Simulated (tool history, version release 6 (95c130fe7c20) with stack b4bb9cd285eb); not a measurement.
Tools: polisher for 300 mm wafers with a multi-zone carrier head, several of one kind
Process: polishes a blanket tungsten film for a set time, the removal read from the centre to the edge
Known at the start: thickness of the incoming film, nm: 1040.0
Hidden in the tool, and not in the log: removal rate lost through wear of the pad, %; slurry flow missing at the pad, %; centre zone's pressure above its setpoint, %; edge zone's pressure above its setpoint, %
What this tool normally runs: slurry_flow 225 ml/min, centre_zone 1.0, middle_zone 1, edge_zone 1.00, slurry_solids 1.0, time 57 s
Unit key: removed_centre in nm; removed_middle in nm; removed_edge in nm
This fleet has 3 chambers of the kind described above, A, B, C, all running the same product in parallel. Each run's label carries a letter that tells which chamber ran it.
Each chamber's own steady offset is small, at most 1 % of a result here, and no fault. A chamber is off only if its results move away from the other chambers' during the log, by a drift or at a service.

run	hour	slurry_flow	centre_zone	middle_zone	edge_zone	slurry_solids	time	wafers polished on this pad	hours since the slurry nozzle was cleaned	hours since the centre zone pressure was calibrated	hours since the edge zone pressure was calibrated	removed_centre	removed_middle	removed_edge
# hour 0.4: chamber A: edge zone pressure recalibrated
1A	6.7	225	1.0	1	1.00	1.0	57	142	48.3	641.5	6.3	290.80	284.78	292.47
# hour 6.9: chamber C: worn pad replaced by a new one
2B	14.6	225	1.0	1	1.00	1.0	57	1074	90.0	420.3	1092.6	285.49	284.97	289.17
# hour 15.7: chamber B: centre zone pressure recalibrated
# hour 20.2: chamber B: worn pad replaced by a new one
3C	20.2	225	1.0	1	1.00	1.0	57	199	786.9	287.0	270.9	286.98	288.80	290.21
4C	25.9	225	1.0	1	1.00	1.0	57	284	792.6	292.7	276.6	284.91	286.80	286.16
5A	29.8	225	1.0	1	1.00	1.0	57	488	71.4	664.6	29.4	292.05	285.95	289.61
6B	34.8	225	1.0	1	1.00	1.0	57	219	110.2	19.1	1112.8	286.08	282.83	289.83
7B	42.8	225	1.0	1	1.00	1.0	57	339	118.2	27.1	1120.8	292.01	283.74	287.42
8C	49.5	225	1.0	1	1.00	1.0	57	637	816.2	316.3	300.2	290.83	288.25	286.23
# hour 50.1: chamber C: worn pad replaced by a new one
# hour 54.0: chamber A: worn pad replaced by a new one
9A	54.3	225	1.0	1	1.00	1.0	57	4	95.9	689.1	53.9	287.10	287.05	290.59
10C	61.4	225	1.0	1	1.00	1.0	57	169	828.1	328.2	312.1	289.46	285.64	290.74
11B	70.0	225	1.0	1	1.00	1.0	57	746	145.4	54.3	1148.0	283.62	285.16	286.35
12A	74.9	225	1.0	1	1.00	1.0	57	312	116.5	709.7	74.5	288.86	285.08	289.78
# hour 78.6: chamber C: slurry nozzle cleaned
# hour 78.7: chamber B: edge zone pressure recalibrated
13A	83.1	225	1.0	1	1.00	1.0	57	435	124.7	717.9	82.7	291.58	284.90	288.88
# hour 84.4: chamber B: worn pad replaced by a new one
14B	87.1	225	1.0	1	0.91	0.8	57	41	162.5	71.4	8.4	274.30	271.08	262.92
15C	93.6	225	1.0	1	0.91	0.8	57	651	15.0	360.4	344.3	271.95	274.26	263.01
16C	100.2	225	1.0	1	0.91	0.8	57	749	21.6	367.0	350.9	271.86	273.62	262.69
# hour 100.3: chamber C: worn pad replaced by a new one
17A	105.7	225	1.0	1	1.00	1.0	57	773	147.3	740.5	105.3	289.06	286.22	291.70
18B	110.9	225	1.0	1	1.00	1.0	57	397	186.3	95.2	32.2	289.87	285.12	287.64
19A	115.9	225	1.0	1	1.00	1.0	57	926	157.5	750.7	115.5	292.55	288.56	290.29
# hour 117.0: chamber A: worn pad replaced by a new one
20B	119.9	225	1.0	1	1.00	1.0	57	532	195.3	104.2	41.2	288.26	285.05	283.06
21C	126.9	225	1.0	1	0.93	0.7	57	398	48.3	393.7	377.6	265.88	261.37	257.60
22B	135.5	225	1.0	1	0.93	0.7	57	766	210.9	119.8	56.8	263.95	263.21	256.28
# hour 142.3: chamber C: worn pad replaced by a new one
23C	143.7	225	1.0	1	0.93	0.7	57	21	65.1	410.5	394.4	268.06	268.56	257.15
# hour 146.8: chamber B: worn pad replaced by a new one
24A	149.6	225	1.0	1	1.00	1.0	57	488	191.2	784.4	149.2	288.44	282.87	288.15
25A	155.3	225	1.0	1	1.00	1.0	57	573	196.9	790.1	154.9	290.85	289.01	288.55
26B	162.7	225	1.0	1	1.00	1.0	57	239	238.1	147.0	84.0	286.00	288.22	287.38
27C	169.2	225	1.0	1	1.00	1.0	57	403	90.6	436.0	419.9	292.64	288.74	287.89
# hour 171.4: chamber A: worn pad replaced by a new one
28B	176.6	225	1.0	1	1.00	1.0	57	447	252.0	160.9	97.9	288.34	285.69	285.59
# hour 183.4: chamber C: worn pad replaced by a new one
29C	183.9	225	1.0	1	1.00	1.0	57	8	105.3	450.7	434.6	285.42	290.19	287.43
# hour 187.2: chamber C: edge zone pressure recalibrated
30A	188.2	225	1.0	1	0.94	1.0	72	252	229.8	823.0	187.8	360.24	365.94	355.40
31B	193.2	225	1.0	1	0.94	1.0	72	695	268.6	177.5	114.5	361.60	359.39	352.04
32C	200.1	225	1.0	1	0.94	1.0	72	251	121.5	466.9	12.9	364.40	370.37	352.96
33A	207.1	225	1.0	1	1.00	1.0	57	534	248.7	841.9	206.7	289.15	286.72	289.92

Which is it: a chamber that has drifted or been left off by a service, a gauge drift common to all chambers, or only each chamber's usual small offset? If a chamber is off, name it and its likeliest cause.

No chamber stands off beyond its own small offset, and the gauge holds steady.

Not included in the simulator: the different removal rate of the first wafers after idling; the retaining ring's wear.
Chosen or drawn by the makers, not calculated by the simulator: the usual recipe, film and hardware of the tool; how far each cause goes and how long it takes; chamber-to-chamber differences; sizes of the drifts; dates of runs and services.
